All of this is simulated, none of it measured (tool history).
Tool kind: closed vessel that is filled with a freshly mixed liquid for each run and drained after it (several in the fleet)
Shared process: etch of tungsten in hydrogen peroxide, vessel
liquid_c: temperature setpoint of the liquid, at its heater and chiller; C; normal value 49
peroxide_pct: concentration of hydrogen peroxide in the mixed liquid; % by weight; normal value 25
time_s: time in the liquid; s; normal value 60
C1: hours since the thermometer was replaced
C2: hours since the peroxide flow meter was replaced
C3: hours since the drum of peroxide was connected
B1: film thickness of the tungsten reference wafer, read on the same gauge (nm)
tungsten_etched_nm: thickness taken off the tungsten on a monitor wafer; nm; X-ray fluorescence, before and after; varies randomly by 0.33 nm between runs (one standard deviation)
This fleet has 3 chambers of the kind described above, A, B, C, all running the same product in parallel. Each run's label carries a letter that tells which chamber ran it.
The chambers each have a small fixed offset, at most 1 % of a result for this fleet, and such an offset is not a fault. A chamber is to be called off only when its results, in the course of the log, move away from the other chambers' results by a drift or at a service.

{"run": "1A", "day": 0.321, "liquid_c": 49, "peroxide_pct": 25, "time_s": 60, "C1": 77.1, "C2": 28.9, "C3": 362.8, "B1": 79.974, "tungsten_etched_nm": 81.82}
{"run": "2C", "day": 0.604, "liquid_c": 49, "peroxide_pct": 25, "time_s": 60, "C1": 928.9, "C2": 255.8, "C3": 377.9, "B1": 79.987, "tungsten_etched_nm": 81.56}
{"run": "3B", "day": 0.862, "liquid_c": 49, "peroxide_pct": 25, "time_s": 60, "C1": 521.9, "C2": 1272.7, "C3": 990.5, "B1": 79.974, "tungsten_etched_nm": 81.831}
{"run": "4B", "day": 1.221, "liquid_c": 49, "peroxide_pct": 25, "time_s": 60, "C1": 530.5, "C2": 1281.3, "C3": 999.1, "B1": 80.029, "tungsten_etched_nm": 82.245}
{"run": "5C", "day": 1.612, "liquid_c": 49, "peroxide_pct": 25, "time_s": 60, "C1": 953.1, "C2": 280, "C3": 402.1, "B1": 80.044, "tungsten_etched_nm": 81.467}
{"run": "6A", "day": 2.079, "liquid_c": 49, "peroxide_pct": 25, "time_s": 60, "C1": 119.3, "C2": 71.1, "C3": 405, "B1": 80.017, "tungsten_etched_nm": 81.901}
{"day": 2.562, "done": "chamber C: new drum of peroxide connected"}
{"run": "7B", "day": 2.588, "liquid_c": 49, "peroxide_pct": 25, "time_s": 60, "C1": 563.3, "C2": 1314.1, "C3": 1031.9, "B1": 80.007, "tungsten_etched_nm": 82.309}
{"run": "8C", "day": 2.921, "liquid_c": 49, "peroxide_pct": 30, "time_s": 60, "C1": 984.5, "C2": 311.4, "C3": 8.6, "B1": 79.996, "tungsten_etched_nm": 88.85}
{"day": 3.229, "done": "chamber C: thermometer replaced"}
{"run": "9A", "day": 3.4, "liquid_c": 49, "peroxide_pct": 30, "time_s": 60, "C1": 151, "C2": 102.8, "C3": 436.7, "B1": 80.003, "tungsten_etched_nm": 89.481}
{"run": "10C", "day": 3.879, "liquid_c": 49, "peroxide_pct": 30, "time_s": 60, "C1": 15.7, "C2": 334.4, "C3": 31.6, "B1": 79.963, "tungsten_etched_nm": 89.169}
{"run": "11B", "day": 4.15, "liquid_c": 49, "peroxide_pct": 25, "time_s": 60, "C1": 600.8, "C2": 1351.6, "C3": 1069.4, "B1": 80.036, "tungsten_etched_nm": 82.699}
{"run": "12A", "day": 4.412, "liquid_c": 49, "peroxide_pct": 25, "time_s": 60, "C1": 175.3, "C2": 127.1, "C3": 461, "B1": 80.026, "tungsten_etched_nm": 81.514}
{"run": "13A", "day": 4.842, "liquid_c": 49, "peroxide_pct": 25, "time_s": 60, "C1": 185.6, "C2": 137.4, "C3": 471.3, "B1": 80, "tungsten_etched_nm": 82.083}
{"run": "14C", "day": 5.279, "liquid_c": 49, "peroxide_pct": 25, "time_s": 60, "C1": 49.3, "C2": 368, "C3": 65.2, "B1": 80.003, "tungsten_etched_nm": 81.221}
{"day": 5.379, "done": "chamber A: new drum of peroxide connected"}
{"run": "15B", "day": 5.662, "liquid_c": 49, "peroxide_pct": 25, "time_s": 60, "C1": 637.1, "C2": 1387.9, "C3": 1105.7, "B1": 79.988, "tungsten_etched_nm": 83.154}
{"run": "16B", "day": 6.154, "liquid_c": 49, "peroxide_pct": 25, "time_s": 60, "C1": 648.9, "C2": 1399.7, "C3": 1117.5, "B1": 80.01, "tungsten_etched_nm": 83.115}
{"run": "17C", "day": 6.612, "liquid_c": 49, "peroxide_pct": 25, "time_s": 60, "C1": 81.3, "C2": 400, "C3": 97.2, "B1": 79.977, "tungsten_etched_nm": 81.072}
{"run": "18A", "day": 7.112, "liquid_c": 49, "peroxide_pct": 25, "time_s": 60, "C1": 240.1, "C2": 191.9, "C3": 41.7, "B1": 79.976, "tungsten_etched_nm": 82.06}
{"run": "19B", "day": 7.596, "liquid_c": 49, "peroxide_pct": 25, "time_s": 60, "C1": 683.5, "C2": 1434.3, "C3": 1152.1, "B1": 79.98, "tungsten_etched_nm": 83.713}
{"day": 7.833, "done": "chamber B: peroxide flow meter replaced"}
{"run": "20C", "day": 8.012, "liquid_c": 40.5, "peroxide_pct": 25, "time_s": 60, "C1": 114.9, "C2": 433.6, "C3": 130.8, "B1": 80.026, "tungsten_etched_nm": 47.275}
{"run": "21A", "day": 8.379, "liquid_c": 40.5, "peroxide_pct": 25, "time_s": 60, "C1": 270.5, "C2": 222.3, "C3": 72.1, "B1": 79.95, "tungsten_etched_nm": 47.847}
{"run": "22A", "day": 8.808, "liquid_c": 40.5, "peroxide_pct": 25, "time_s": 60, "C1": 280.8, "C2": 232.6, "C3": 82.4, "B1": 79.976, "tungsten_etched_nm": 48.18}
{"run": "23B", "day": 9.388, "liquid_c": 54, "peroxide_pct": 25, "time_s": 40, "C1": 726.5, "C2": 37.4, "C3": 1195.1, "B1": 80.006, "tungsten_etched_nm": 76.097}
{"day": 9.633, "done": "chamber B: new drum of peroxide connected"}
{"run": "24C", "day": 9.775, "liquid_c": 54, "peroxide_pct": 25, "time_s": 40, "C1": 157.2, "C2": 475.9, "C3": 173.1, "B1": 79.999, "tungsten_etched_nm": 73.677}
{"run": "25B", "day": 10.058, "liquid_c": 54, "peroxide_pct": 25, "time_s": 40, "C1": 742.6, "C2": 53.5, "C3": 10.3, "B1": 80.011, "tungsten_etched_nm": 75.899}
{"run": "26C", "day": 10.579, "liquid_c": 58, "peroxide_pct": 25, "time_s": 85, "C1": 176.5, "C2": 495.2, "C3": 192.4, "B1": 80.057, "tungsten_etched_nm": 197.17}
{"run": "27A", "day": 11.029, "liquid_c": 58, "peroxide_pct": 25, "time_s": 85, "C1": 334.1, "C2": 285.9, "C3": 135.7, "B1": 80.035, "tungsten_etched_nm": 198.27}
{"run": "28A", "day": 11.404, "liquid_c": 58, "peroxide_pct": 25, "time_s": 85, "C1": 343.1, "C2": 294.9, "C3": 144.7, "B1": 80.035, "tungsten_etched_nm": 198.9}
{"run": "29C", "day": 11.883, "liquid_c": 49, "peroxide_pct": 25, "time_s": 60, "C1": 207.8, "C2": 526.5, "C3": 223.7, "B1": 79.936, "tungsten_etched_nm": 81.647}
{"run": "30B", "day": 12.296, "liquid_c": 49, "peroxide_pct": 25, "time_s": 60, "C1": 796.3, "C2": 107.2, "C3": 64, "B1": 79.974, "tungsten_etched_nm": 85.902}
{"run": "31B", "day": 12.754, "liquid_c": 49, "peroxide_pct": 25, "time_s": 60, "C1": 807.3, "C2": 118.2, "C3": 75, "B1": 79.936, "tungsten_etched_nm": 85.249}
{"run": "32A", "day": 13.067, "liquid_c": 49, "peroxide_pct": 25, "time_s": 60, "C1": 383, "C2": 334.8, "C3": 184.6, "B1": 80, "tungsten_etched_nm": 82.378}
{"run": "33C", "day": 13.629, "liquid_c": 49, "peroxide_pct": 25, "time_s": 60, "C1": 249.7, "C2": 568.4, "C3": 265.6, "B1": 80.025, "tungsten_etched_nm": 81.631}
{"run": "34A", "day": 13.912, "liquid_c": 49, "peroxide_pct": 25, "time_s": 60, "C1": 403.3, "C2": 355.1, "C3": 204.9, "B1": 80.008, "tungsten_etched_nm": 82.114}
{"run": "35C", "day": 14.354, "liquid_c": 49, "peroxide_pct": 25, "time_s": 60, "C1": 267.1, "C2": 585.8, "C3": 283, "B1": 80.03, "tungsten_etched_nm": 81.509}
{"run": "36B", "day": 14.804, "liquid_c": 49, "peroxide_pct": 25, "time_s": 60, "C1": 856.5, "C2": 167.4, "C3": 124.2, "B1": 79.987, "tungsten_etched_nm": 85.971}

All chambers now run identical settings, listed one chamber a line with results as question marks. What results will each chamber show?
{"run": "37A", "day": 15.225, "liquid_c": 49, "peroxide_pct": 25, "time_s": 35, "tungsten_etched_nm": "?"}
{"run": "37B", "day": 15.225, "liquid_c": 49, "peroxide_pct": 25, "time_s": 35, "tungsten_etched_nm": "?"}
{"run": "37C", "day": 15.225, "liquid_c": 49, "peroxide_pct": 25, "time_s": 35, "tungsten_etched_nm": "?"}

run=37A tungsten_etched_nm=47.612
run=37B tungsten_etched_nm=50.234
run=37C tungsten_etched_nm=47.712
